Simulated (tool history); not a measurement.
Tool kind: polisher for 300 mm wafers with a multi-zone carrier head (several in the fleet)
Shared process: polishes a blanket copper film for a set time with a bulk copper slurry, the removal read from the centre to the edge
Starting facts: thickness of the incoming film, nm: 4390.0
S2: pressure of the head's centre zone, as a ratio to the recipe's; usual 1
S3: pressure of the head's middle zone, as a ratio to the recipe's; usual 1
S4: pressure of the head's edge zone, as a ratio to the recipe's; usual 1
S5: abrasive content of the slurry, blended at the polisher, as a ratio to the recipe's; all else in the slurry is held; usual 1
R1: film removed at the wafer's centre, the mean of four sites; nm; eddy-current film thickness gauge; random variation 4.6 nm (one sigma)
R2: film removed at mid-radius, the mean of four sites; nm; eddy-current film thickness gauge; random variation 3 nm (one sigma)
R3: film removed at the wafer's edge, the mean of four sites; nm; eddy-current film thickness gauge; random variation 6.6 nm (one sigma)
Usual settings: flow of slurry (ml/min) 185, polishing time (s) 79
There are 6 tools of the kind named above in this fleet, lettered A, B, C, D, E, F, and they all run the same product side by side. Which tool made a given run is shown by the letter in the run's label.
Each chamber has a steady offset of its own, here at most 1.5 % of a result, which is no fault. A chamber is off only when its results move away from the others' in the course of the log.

run 1D hour=5.8 | flow_of_slurry_(ml/min)=185 S2=1 S3=1 S4=1 S5=1 polishing_time_(s)=79 | R1=473.44 R2=465.31 R3=479.01
run 2C hour=16.6 | flow_of_slurry_(ml/min)=185 S2=1 S3=1 S4=1 S5=1 polishing_time_(s)=79 | R1=473.74 R2=468.85 R3=475.27
run 3A hour=24.5 | flow_of_slurry_(ml/min)=185 S2=1 S3=1 S4=1 S5=1 polishing_time_(s)=79 | R1=478.31 R2=474.91 R3=475.33
-- hour=25.8 chamber F: worn pad replaced by a new one
-- hour=27.1 chamber B: centre zone pressure recalibrated
run 4B hour=32.2 | flow_of_slurry_(ml/min)=185 S2=1 S3=1 S4=1 S5=1 polishing_time_(s)=79 | R1=468.76 R2=472.48 R3=472.37
run 5F hour=38.9 | flow_of_slurry_(ml/min)=185 S2=1 S3=1 S4=1 S5=1 polishing_time_(s)=79 | R1=472.72 R2=473.14 R3=465.97
-- hour=43.1 chamber E: edge zone pressure recalibrated
run 6E hour=46.2 | flow_of_slurry_(ml/min)=185 S2=1 S3=1 S4=1 S5=1 polishing_time_(s)=79 | R1=481.04 R2=476.08 R3=480.06
run 7A hour=56.3 | flow_of_slurry_(ml/min)=185 S2=1 S3=1 S4=1 S5=1 polishing_time_(s)=79 | R1=475.43 R2=475.37 R3=470.71
-- hour=59.5 chamber B: worn pad replaced by a new one
run 8F hour=65.5 | flow_of_slurry_(ml/min)=185 S2=1 S3=0.94 S4=1 S5=1 polishing_time_(s)=79 | R1=476.76 R2=452.68 R3=471.2
-- hour=65.9 chamber C: worn pad replaced by a new one
run 9C hour=71.6 | flow_of_slurry_(ml/min)=185 S2=1 S3=0.94 S4=1 S5=1 polishing_time_(s)=79 | R1=470.25 R2=446.21 R3=490.29
-- hour=79.4 chamber E: centre zone pressure recalibrated
run 10B hour=83.6 | flow_of_slurry_(ml/min)=185 S2=1 S3=0.94 S4=1 S5=1 polishing_time_(s)=79 | R1=471.03 R2=450.68 R3=470.46
run 11E hour=89.5 | flow_of_slurry_(ml/min)=185 S2=1 S3=0.94 S4=1 S5=1 polishing_time_(s)=79 | R1=474.43 R2=451.85 R3=487.22
-- hour=91.4 chamber E: worn pad replaced by a new one
-- hour=97.1 chamber A: worn pad replaced by a new one
run 12D hour=99.7 | flow_of_slurry_(ml/min)=185 S2=1 S3=0.94 S4=1 S5=1 polishing_time_(s)=79 | R1=464.71 R2=453.73 R3=467.35
run 13B hour=105.7 | flow_of_slurry_(ml/min)=185 S2=1 S3=0.94 S4=1 S5=1 polishing_time_(s)=79 | R1=470.61 R2=452.28 R3=475.49
-- hour=108.6 chamber C: centre zone pressure recalibrated
run 14F hour=117.2 | flow_of_slurry_(ml/min)=185 S2=1 S3=1 S4=1 S5=1 polishing_time_(s)=79 | R1=481.45 R2=469.38 R3=476.44
run 15A hour=125.7 | flow_of_slurry_(ml/min)=185 S2=1 S3=1 S4=1 S5=1 polishing_time_(s)=68 | R1=413.08 R2=410.05 R3=410.71
run 16E hour=131.4 | flow_of_slurry_(ml/min)=185 S2=1 S3=1 S4=1 S5=1 polishing_time_(s)=68 | R1=410.7 R2=408.55 R3=421.67
-- hour=132.9 chamber B: worn pad replaced by a new one
-- hour=136.1 chamber C: worn pad replaced by a new one
run 17D hour=137.4 | flow_of_slurry_(ml/min)=185 S2=1 S3=1 S4=1 S5=1 polishing_time_(s)=68 | R1=406.26 R2=405.53 R3=400.33
-- hour=142.7 chamber F: worn pad replaced by a new one
run 18C hour=144.7 | flow_of_slurry_(ml/min)=185 S2=1 S3=1 S4=1 S5=1 polishing_time_(s)=68 | R1=396.01 R2=404.3 R3=411.04
-- hour=148.3 chamber D: slurry nozzle cleaned
run 19B hour=154.8 | flow_of_slurry_(ml/min)=185 S2=1 S3=1 S4=1 S5=1 polishing_time_(s)=68 | R1=402.7 R2=403.8 R3=406.17
run 20A hour=164 | flow_of_slurry_(ml/min)=185 S2=1 S3=1 S4=1 S5=1 polishing_time_(s)=68 | R1=408.63 R2=409.77 R3=412.21
run 21D hour=174.4 | flow_of_slurry_(ml/min)=185 S2=1 S3=1 S4=1 S5=1 polishing_time_(s)=79 | R1=472.62 R2=463.81 R3=475.59
-- hour=180.2 chamber C: slurry nozzle cleaned
run 22E hour=182.3 | flow_of_slurry_(ml/min)=185 S2=1.08 S3=1 S4=1 S5=1 polishing_time_(s)=79 | R1=521.57 R2=477.2 R3=480.84
run 23F hour=193.8 | flow_of_slurry_(ml/min)=185 S2=1.08 S3=1 S4=1 S5=1 polishing_time_(s)=79 | R1=529.16 R2=475.6 R3=469.21
-- hour=196.9 chamber A: worn pad replaced by a new one
-- hour=204.5 chamber B: worn pad replaced by a new one
run 24C hour=204.7 | flow_of_slurry_(ml/min)=185 S2=1.08 S3=1 S4=1 S5=1 polishing_time_(s)=79 | R1=501.63 R2=472.49 R3=484.47
run 25E hour=210.9 | flow_of_slurry_(ml/min)=185 S2=1.08 S3=1 S4=1 S5=1 polishing_time_(s)=79 | R1=519.77 R2=472.14 R3=477.84
run 26A hour=221.5 | flow_of_slurry_(ml/min)=185 S2=1.08 S3=1 S4=1 S5=1 polishing_time_(s)=79 | R1=518.84 R2=474.86 R3=486.96
-- hour=222.4 chamber C: worn pad replaced by a new one
run 27C hour=231.4 | flow_of_slurry_(ml/min)=185 S2=1.08 S3=1 S4=1 S5=1 polishing_time_(s)=79 | R1=513.88 R2=472.91 R3=477.74
run 28B hour=238.2 | flow_of_slurry_(ml/min)=185 S2=1.04 S3=1 S4=1 S5=1 polishing_time_(s)=79 | R1=498.57 R2=473.47 R3=464.45
run 29F hour=247 | flow_of_slurry_(ml/min)=185 S2=1.04 S3=1 S4=1 S5=1 polishing_time_(s)=79 | R1=494.85 R2=471.37 R3=472.16
run 30D hour=258.8 | flow_of_slurry_(ml/min)=185 S2=1.04 S3=1 S4=1 S5=1 polishing_time_(s)=79 | R1=483.15 R2=459.57 R3=459.52
run 31A hour=266.6 | flow_of_slurry_(ml/min)=185 S2=1.04 S3=1 S4=1 S5=1 polishing_time_(s)=79 | R1=499.41 R2=472.42 R3=477.8
-- hour=266.8 chamber E: worn pad replaced by a new one
run 32D hour=277.9 | flow_of_slurry_(ml/min)=185 S2=1.04 S3=1 S4=1 S5=1 polishing_time_(s)=79 | R1=482.7 R2=458.48 R3=443.67
-- hour=279.8 chamber B: worn pad replaced by a new one
-- hour=287.1 chamber F: worn pad replaced by a new one
run 33F hour=287.1 | flow_of_slurry_(ml/min)=185 S2=1.04 S3=1 S4=1 S5=1 polishing_time_(s)=79 | R1=492.51 R2=473.62 R3=471.05
run 34E hour=293 | flow_of_slurry_(ml/min)=185 S2=1 S3=1 S4=1 S5=1 polishing_time_(s)=79 | R1=475.39 R2=475.53 R3=480.19
-- hour=299.1 chamber A: worn pad replaced by a new one
run 35C hour=299.6 | flow_of_slurry_(ml/min)=185 S2=1 S3=1 S4=1 S5=1 polishing_time_(s)=79 | R1=466.27 R2=470.41 R3=473.11
-- hour=302.5 chamber A: centre zone pressure recalibrated
run 36B hour=308.9 | flow_of_slurry_(ml/min)=185 S2=1 S3=0.94 S4=1.07 S5=1 polishing_time_(s)=79 | R1=467.91 R2=449.93 R3=483.43
run 37A hour=316.9 | flow_of_slurry_(ml/min)=185 S2=1 S3=0.94 S4=1.07 S5=1 polishing_time_(s)=79 | R1=474.58 R2=441.83 R3=493.89

Each of the 6 chambers runs these same settings next. Fill in every chamber's results:
run 38A hour=325.6 | flow_of_slurry_(ml/min)=185 S2=1 S3=1 S4=1 S5=1 polishing_time_(s)=79 | R1=? R2=? R3=?
run 38B hour=325.6 | flow_of_slurry_(ml/min)=185 S2=1 S3=1 S4=1 S5=1 polishing_time_(s)=79 | R1=? R2=? R3=?
run 38C hour=325.6 | flow_of_slurry_(ml/min)=185 S2=1 S3=1 S4=1 S5=1 polishing_time_(s)=79 | R1=? R2=? R3=?
run 38D hour=325.6 | flow_of_slurry_(ml/min)=185 S2=1 S3=1 S4=1 S5=1 polishing_time_(s)=79 | R1=? R2=? R3=?
run 38E hour=325.6 | flow_of_slurry_(ml/min)=185 S2=1 S3=1 S4=1 S5=1 polishing_time_(s)=79 | R1=? R2=? R3=?
run 38F hour=325.6 | flow_of_slurry_(ml/min)=185 S2=1 S3=1 S4=1 S5=1 polishing_time_(s)=79 | R1=? R2=? R3=?

run=38A R1=477.66 R2=475.37 R3=464.35
run=38B R1=470.41 R2=475.49 R3=475.05
run=38C R1=463.1 R2=472.35 R3=458.45
run=38D R1=454.25 R2=449.68 R3=448.94
run=38E R1=472.61 R2=476.12 R3=481.83
run=38F R1=471.54 R2=472.39 R3=481.39

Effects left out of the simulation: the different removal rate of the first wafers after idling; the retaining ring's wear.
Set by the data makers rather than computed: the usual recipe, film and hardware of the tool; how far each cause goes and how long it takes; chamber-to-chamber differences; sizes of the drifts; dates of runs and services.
